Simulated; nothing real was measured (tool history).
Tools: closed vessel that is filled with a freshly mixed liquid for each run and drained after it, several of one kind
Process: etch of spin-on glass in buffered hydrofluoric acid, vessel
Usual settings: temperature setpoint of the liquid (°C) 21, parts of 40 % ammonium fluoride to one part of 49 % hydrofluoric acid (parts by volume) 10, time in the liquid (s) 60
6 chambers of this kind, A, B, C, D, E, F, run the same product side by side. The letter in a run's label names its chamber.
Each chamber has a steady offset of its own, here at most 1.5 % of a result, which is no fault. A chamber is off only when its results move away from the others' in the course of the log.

| run | hour | temperature setpoint of the liquid (°C) | parts of 40 % ammonium fluoride to one part of 49 % hydrofluoric acid (parts by volume) | time in the liquid (s) | read-back film thickness of the spin-on glass reference wafer, read on the same gauge (nm) | thickness taken off the spin-on glass on a monitor wafer (angstrom) |
|---|---|---|---|---|---|---|
| 1E | 4 | 21 | 10 | 60 | 119.97 | 2017.1 |
| 2F | 7.6 | 21 | 10 | 60 | 120 | 2040.8 |
| 3C | 11.7 | 21 | 10 | 60 | 119.99 | 1984 |
| 4D | 15.5 | 21 | 10 | 60 | 120 | 1985.2 |
| 5A | 18.6 | 21 | 10 | 60 | 119.95 | 2002.4 |
| 6B | 21 | 21 | 10 | 60 | 119.97 | 2016.4 |
| 7C | 24.3 | 21 | 12 | 60 | 120.02 | 1677 |
| 8A | 27.7 | 21 | 12 | 60 | 119.97 | 1683.9 |
| 9F | 30.7 | 21 | 12 | 60 | 120.04 | 1712.7 |
| 10B | 34.2 | 21 | 12 | 60 | 120 | 1678.8 |
| 11D | 37 | 21 | 12 | 60 | 119.99 | 1692.7 |
| 12E | 41.3 | 21 | 12 | 60 | 119.98 | 1687.7 |
| 13E | 44.7 | 21 | 10 | 60 | 120.01 | 2019.9 |
| 14B | 49.2 | 21 | 10 | 60 | 120.03 | 1982.5 |
| 15C | 53.6 | 21 | 10 | 60 | 120.04 | 1991.6 |
| 16A | 57.5 | 25.5 | 10 | 75 | 119.99 | 3211.3 |
| 17F | 60 | 25.5 | 10 | 75 | 119.96 | 3253.3 |
| 18D | 62.2 | 25.5 | 10 | 75 | 120.06 | 3190.3 |
| 19A | 66.4 | 25.5 | 10 | 75 | 119.99 | 3217.9 |
| 20C | 69.5 | 25.5 | 10 | 75 | 119.96 | 3202.7 |
| 21D | 73.7 | 25.5 | 10 | 75 | 119.98 | 3205.2 |
| 22E | 76.7 | 21 | 10 | 75 | 120 | 2526 |
| 23F | 78.8 | 21 | 10 | 75 | 120.03 | 2547.4 |
| 24B | 80.8 | 21 | 10 | 75 | 120 | 2479.4 |
| 25C | 84.4 | 21 | 10 | 75 | 120.03 | 2496.5 |
| 26E | 87.7 | 21 | 10 | 75 | 120 | 2512.5 |
| 27F | 90.8 | 21 | 10 | 75 | 120.01 | 2545 |
| 28D | 92.9 | 21 | 10 | 60 | 119.98 | 1995.4 |
| 29B | 96.5 | 21 | 10 | 60 | 119.99 | 1957.9 |
| 30A | 100.5 | 21 | 10 | 60 | 120 | 1998.6 |
| 31D | 104.1 | 21 | 10 | 60 | 120.01 | 2025.9 |
| 32F | 107.2 | 21 | 10 | 60 | 120 | 2020.6 |
| 33E | 111 | 21 | 10 | 60 | 119.99 | 2028.6 |
| 34B | 114.3 | 21 | 10 | 60 | 119.97 | 1966.3 |
| 35A | 117.4 | 21 | 10 | 60 | 120.01 | 2009.1 |
| 36C | 122 | 21 | 10 | 60 | 119.99 | 2007.3 |
| 37D | 126.3 | 21 | 10 | 60 | 120 | 2019.7 |
| 38A | 128.6 | 21 | 10 | 60 | 119.95 | 1999.4 |
| 39E | 132.1 | 21 | 10 | 60 | 119.97 | 2004 |

What goes on in this fleet: one chamber off, a drifting gauge, or nothing beyond the chambers' own small offsets? Name the chamber and the cause, if any.

Chamber B drifts away from the others.
Cause: liquid colder than its thermometer reads (K) = 0.543.
The log may not tell that from: hydrofluoric acid flow below the setpoint (%).

Here are 4 candidates for chamber B's next run, each the usual settings with a change, their results left as question marks. Which one brings its results back in line with what the others give on the usual settings?
In line means no further than this from the other chambers' mean on the usual settings: thickness taken off the spin-on glass on a monitor wafer (angstrom) 31
| 40B-1 | 135.4 | 21.5 | 10 | 60 |  | ? |
| 40B-2 | 135.4 | 20.5 | 10 | 60 |  | ? |
| 40B-3 | 135.4 | 20 | 10 | 60 |  | ? |
| 40B-4 | 135.4 | 21.5 | 9.5 | 60 |  | ? |

The other chambers' mean on the usual settings: thickness taken off the spin-on glass on a monitor wafer (angstrom) 2013.6
| run | thickness taken off the spin-on glass on a monitor wafer (angstrom) |
|---|---|
| 40B-1 | 2005.9 |
| 40B-2 | 1897 |
| 40B-3 | 1844.5 |
| 40B-4 | 2071.4 |
40B-1 brings the chamber back in line.
